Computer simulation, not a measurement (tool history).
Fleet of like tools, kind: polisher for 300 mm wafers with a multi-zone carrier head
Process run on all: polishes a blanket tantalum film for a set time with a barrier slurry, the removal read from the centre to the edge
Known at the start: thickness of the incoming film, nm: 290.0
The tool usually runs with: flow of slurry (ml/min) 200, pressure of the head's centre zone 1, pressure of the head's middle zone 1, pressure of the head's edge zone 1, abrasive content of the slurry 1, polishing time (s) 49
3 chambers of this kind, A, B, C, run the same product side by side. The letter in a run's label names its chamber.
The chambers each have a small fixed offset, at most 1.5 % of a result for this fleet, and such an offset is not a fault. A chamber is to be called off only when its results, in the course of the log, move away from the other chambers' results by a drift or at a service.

run   hour  flow of slurry (ml/min)  pressure of the head's centre zone  pressure of the head's middle zone  pressure of the head's edge zone  abrasive content of the slurry  polishing time (s)  film removed at the wafer's centre (angstrom)  film removed at mid-radius (angstrom)  film removed at the wafer's edge (angstrom)
       1.2  -- chamber B: worn pad replaced by a new one
 1A    4.2                      200                                   1                                   1                                 1                               1                  49                                         711.95                                 709.47                                       703.33
 2C    8.3                      200                                   1                                   1                                 1                               1                  49                                         721.51                                 715.64                                        699.9
 3B   13.1                      200                                   1                                   1                                 1                               1                  49                                         709.93                                 738.21                                       716.93
 4A     18                      200                                   1                                   1                                 1                               1                  49                                         710.07                                 719.12                                       712.58
 5C   20.7                      200                                   1                                   1                                 1                               1                  49                                         718.94                                 710.96                                       687.55
 6B   26.2                      200                                   1                                   1                                 1                               1                  49                                         726.41                                 710.21                                       721.49
 7C   29.9                      200                                   1                                   1                                 1                               1                  49                                         719.39                                 706.77                                       693.96
 8A   34.3                      200                                   1                                   1                                 1                               1                  49                                         697.17                                 704.96                                        697.2
      36.7  -- chamber A: edge zone pressure recalibrated
 9B   38.8                      200                                   1                                   1                                 1                               1                  49                                         710.46                                 714.15                                       704.25
        39  -- chamber C: worn pad replaced by a new one
10B   41.3                      200                                   1                                   1                                 1                               1                  49                                         716.94                                  716.9                                       725.81
        42  -- chamber A: worn pad replaced by a new one
11A   45.2                      200                                   1                                   1                                 1                               1                  49                                         720.79                                 705.98                                       727.27
12C   49.7                      200                                   1                                1.09                              0.89                               1                  49                                         698.04                                 783.65                                        651.6
13B   53.9                      200                                   1                                1.09                              0.89                               1                  49                                         703.73                                 772.11                                       678.61
14C   56.5                      200                                   1                                1.09                              0.89                               1                  49                                         714.27                                 773.76                                       656.95
15A   59.2                      200                                   1                                   1                                 1                               1                  49                                         695.28                                 701.61                                       697.09
16C   63.3                      200                                   1                                   1                              0.89                             1.2                  49                                         744.66                                 747.33                                       689.05
17B   67.9                      200                                   1                                   1                              0.89                             1.2                  49                                         740.71                                 741.72                                        690.7
18A     71                      200                                   1                                   1                              0.89                             1.2                  49                                         764.75                                 743.99                                        702.1
19C   74.9                      200                                   1                                   1                                 1                               1                  49                                         700.53                                 736.23                                       721.73
20A   78.8                      200                                   1                                   1                                 1                               1                  49                                         722.26                                 704.36                                       719.15
21B     82                      200                                   1                                   1                                 1                               1                  49                                         703.04                                 721.88                                       701.05
22C   86.9                      200                                   1                                   1                                 1                               1                  49                                         703.22                                 716.84                                       700.05
23A   89.7                      200                                   1                                   1                                 1                               1                  49                                         746.88                                 726.56                                       719.41
      93.7  -- chamber B: edge zone pressure recalibrated
24B   94.6                      200                                   1                                   1                                 1                               1                  49                                         697.49                                 719.79                                       702.62
      96.3  -- chamber B: worn pad replaced by a new one
25A     98                      200                                   1                                   1                                 1                               1                  49                                          738.7                                 702.41                                       721.49
26C    102                      200                                   1                                1.06                              0.92                               1                  49                                         711.33                                 762.48                                        671.7
27B  105.8                      200                                   1                                1.06                              0.92                               1                  49                                         713.14                                 766.52                                       699.43
     108.9  -- chamber C: slurry nozzle cleaned
28A  109.3                      200                                   1                                1.06                              0.92                               1                  49                                         779.78                                 770.48                                       692.74
29B  113.4                      200                                   1                                   1                                 1                               1                  49                                         690.01                                 721.61                                       719.49
     113.6  -- chamber C: edge zone pressure recalibrated
30C  118.8                      200                                   1                                   1                                 1                               1                  49                                         718.81                                 703.65                                       700.81
31A  123.9                      200                                   1                                   1                                 1                               1                  49                                         791.64                                 727.61                                       711.74
32B  128.2                      200                                   1                                   1                                 1                               1                  49                                         701.82                                 725.94                                       719.98
33C  132.8                      200                                   1                                   1                                 1                               1                  49                                         705.06                                 724.52                                       706.64

Read the log: is a single chamber off, either drifting away or since a service, is the gauge that measures every chamber drifting, or is nothing wrong beyond small per-chamber offsets? Name any odd chamber and what most likely caused it.

One chamber, A, drifts off from the rest bit by bit.
Likeliest cause: centre zone's pressure above its setpoint, % = 11.

Here are 4 candidates for chamber A's next run, each the usual settings with a change, their results left as question marks. Which one brings its results back in line with what the others give on the usual settings?
Counts as in line when no further than this from what the other chambers average on the usual settings: film removed at the wafer's centre (angstrom) 32; film removed at mid-radius (angstrom) 34; film removed at the wafer's edge (angstrom) 31
34A-1  136.7                      200                                1.02                                0.99                              0.99                               1                  49                                              ?                                      ?                                            ?
34A-2  136.7                      205                                1.09                                0.97                              0.97                               1                  49                                              ?                                      ?                                            ?
34A-3  136.7                      200                                0.98                                1.01                              1.01                               1                  49                                              ?                                      ?                                            ?
34A-4  136.7                      195                                0.91                                1.03                              1.03                               1                  49                                              ?                                      ?                                            ?

Mean of the other chambers on the usual settings: film removed at the wafer's centre (angstrom) 711.06; film removed at mid-radius (angstrom) 717.28; film removed at the wafer's edge (angstrom) 710.97
  run  film removed at the wafer's centre (angstrom)  film removed at mid-radius (angstrom)  film removed at the wafer's edge (angstrom)
34A-1                                         812.58                                 702.33                                       706.46
34A-2                                         876.18                                 691.62                                       700.95
34A-3                                         778.21                                  715.3                                       713.76
34A-4                                         715.05                                 725.77                                        719.1
The right change is 34A-4: it brings the chamber back within the allowed miss of the others.
